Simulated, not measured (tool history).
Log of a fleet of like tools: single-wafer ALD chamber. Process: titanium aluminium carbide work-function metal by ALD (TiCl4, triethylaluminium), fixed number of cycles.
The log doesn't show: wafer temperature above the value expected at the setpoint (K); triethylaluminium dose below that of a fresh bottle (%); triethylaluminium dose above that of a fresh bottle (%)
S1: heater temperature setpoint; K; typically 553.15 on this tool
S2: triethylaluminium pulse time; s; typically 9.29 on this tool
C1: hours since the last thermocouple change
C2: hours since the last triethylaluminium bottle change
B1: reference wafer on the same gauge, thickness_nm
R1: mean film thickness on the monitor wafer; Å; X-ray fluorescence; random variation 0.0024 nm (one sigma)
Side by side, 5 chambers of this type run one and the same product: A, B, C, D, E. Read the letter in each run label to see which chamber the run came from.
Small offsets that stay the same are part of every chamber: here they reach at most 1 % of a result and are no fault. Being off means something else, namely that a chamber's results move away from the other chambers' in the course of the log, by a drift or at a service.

run 1C hour=5.0 | S1=553.15 S2=9.29 | C1=828.8 C2=806.9 | B1=1.5703 | R1=18.248
run 2D hour=11.0 | S1=553.15 S2=9.29 | C1=391.9 C2=939.8 | B1=1.5706 | R1=18.165
run 3B hour=16.4 | S1=553.15 S2=9.29 | C1=2170.4 C2=739.5 | B1=1.5708 | R1=18.055
run 4E hour=22.7 | S1=553.15 S2=9.29 | C1=1812.8 C2=797.5 | B1=1.5709 | R1=17.992
run 5A hour=29.0 | S1=553.15 S2=9.29 | C1=646.9 C2=946.4 | B1=1.5717 | R1=18.052
run 6B hour=34.0 | S1=553.15 S2=9.29 | C1=2188.0 C2=757.1 | B1=1.5717 | R1=18.090
run 7E hour=37.8 | S1=544.15 S2=12.89 | C1=1827.9 C2=812.6 | B1=1.5723 | R1=17.802
-- hour=38.0 chamber B: triethylaluminium bottle replaced
run 8C hour=42.3 | S1=544.15 S2=12.89 | C1=866.1 C2=844.2 | B1=1.5720 | R1=18.073
run 9D hour=45.6 | S1=544.15 S2=12.89 | C1=426.5 C2=974.4 | B1=1.5720 | R1=17.931
run 10A hour=50.3 | S1=544.15 S2=12.89 | C1=668.2 C2=967.7 | B1=1.5726 | R1=17.814
run 11E hour=56.7 | S1=544.15 S2=12.89 | C1=1846.8 C2=831.5 | B1=1.5731 | R1=17.785
run 12B hour=61.3 | S1=553.15 S2=9.29 | C1=2215.3 C2=23.3 | B1=1.5729 | R1=18.085
run 13D hour=64.6 | S1=567.15 S2=6.71 | C1=445.5 C2=993.4 | B1=1.5730 | R1=18.137
run 14A hour=68.7 | S1=567.15 S2=6.71 | C1=686.6 C2=986.1 | B1=1.5734 | R1=18.035
run 15C hour=74.1 | S1=567.15 S2=6.71 | C1=897.9 C2=876.0 | B1=1.5731 | R1=18.259
run 16C hour=80.1 | S1=567.15 S2=6.71 | C1=903.9 C2=882.0 | B1=1.5742 | R1=18.284
run 17E hour=83.8 | S1=567.15 S2=6.71 | C1=1873.9 C2=858.6 | B1=1.5736 | R1=18.032
run 18D hour=88.0 | S1=553.15 S2=9.29 | C1=468.9 C2=1016.8 | B1=1.5746 | R1=18.174
run 19B hour=91.9 | S1=553.15 S2=9.29 | C1=2245.9 C2=53.9 | B1=1.5745 | R1=18.118
run 20A hour=97.1 | S1=553.15 S2=9.29 | C1=715.0 C2=1014.5 | B1=1.5749 | R1=18.043
run 21A hour=102.7 | S1=553.15 S2=9.29 | C1=720.6 C2=1020.1 | B1=1.5751 | R1=18.061
run 22B hour=108.1 | S1=553.15 S2=9.29 | C1=2262.1 C2=70.1 | B1=1.5752 | R1=18.147
run 23D hour=112.6 | S1=553.15 S2=9.29 | C1=493.5 C2=1041.4 | B1=1.5749 | R1=18.157
run 24E hour=116.2 | S1=553.15 S2=9.29 | C1=1906.3 C2=891.0 | B1=1.5758 | R1=18.029
run 25C hour=119.3 | S1=553.15 S2=9.29 | C1=943.1 C2=921.2 | B1=1.5760 | R1=18.276
run 26A hour=122.6 | S1=553.15 S2=9.29 | C1=740.5 C2=1040.0 | B1=1.5754 | R1=18.095
-- hour=124.4 chamber D: triethylaluminium bottle replaced
run 27B hour=128.4 | S1=553.15 S2=9.29 | C1=2282.4 C2=90.4 | B1=1.5757 | R1=18.133
run 28E hour=133.0 | S1=553.15 S2=9.29 | C1=1923.1 C2=907.8 | B1=1.5767 | R1=18.053
run 29C hour=138.4 | S1=553.15 S2=9.29 | C1=962.2 C2=940.3 | B1=1.5768 | R1=18.310
run 30D hour=142.9 | S1=563.15 S2=9.29 | C1=523.8 C2=18.6 | B1=1.5766 | R1=19.100
run 31C hour=148.5 | S1=563.15 S2=9.29 | C1=972.3 C2=950.4 | B1=1.5770 | R1=19.167
run 32E hour=153.7 | S1=563.15 S2=9.29 | C1=1943.8 C2=928.5 | B1=1.5771 | R1=18.927
run 33A hour=157.1 | S1=563.15 S2=9.29 | C1=775.0 C2=1074.5 | B1=1.5777 | R1=18.897
run 34D hour=160.7 | S1=563.15 S2=9.29 | C1=541.6 C2=36.4 | B1=1.5773 | R1=19.086
run 35B hour=166.5 | S1=553.15 S2=9.29 | C1=2320.5 C2=128.5 | B1=1.5780 | R1=18.162
run 36B hour=171.1 | S1=553.15 S2=9.29 | C1=2325.1 C2=133.1 | B1=1.5782 | R1=18.196

Next, all 5 chambers run the settings below, one line each with question marks for the results. What does each chamber give?
run 37A hour=175.8 | S1=553.15 S2=9.29 | R1=?
run 37B hour=175.8 | S1=553.15 S2=9.29 | R1=?
run 37C hour=175.8 | S1=553.15 S2=9.29 | R1=?
run 37D hour=175.8 | S1=553.15 S2=9.29 | R1=?
run 37E hour=175.8 | S1=553.15 S2=9.29 | R1=?

run=37A R1=18.087
run=37B R1=18.160
run=37C R1=18.360
run=37D R1=18.264
run=37E R1=18.082

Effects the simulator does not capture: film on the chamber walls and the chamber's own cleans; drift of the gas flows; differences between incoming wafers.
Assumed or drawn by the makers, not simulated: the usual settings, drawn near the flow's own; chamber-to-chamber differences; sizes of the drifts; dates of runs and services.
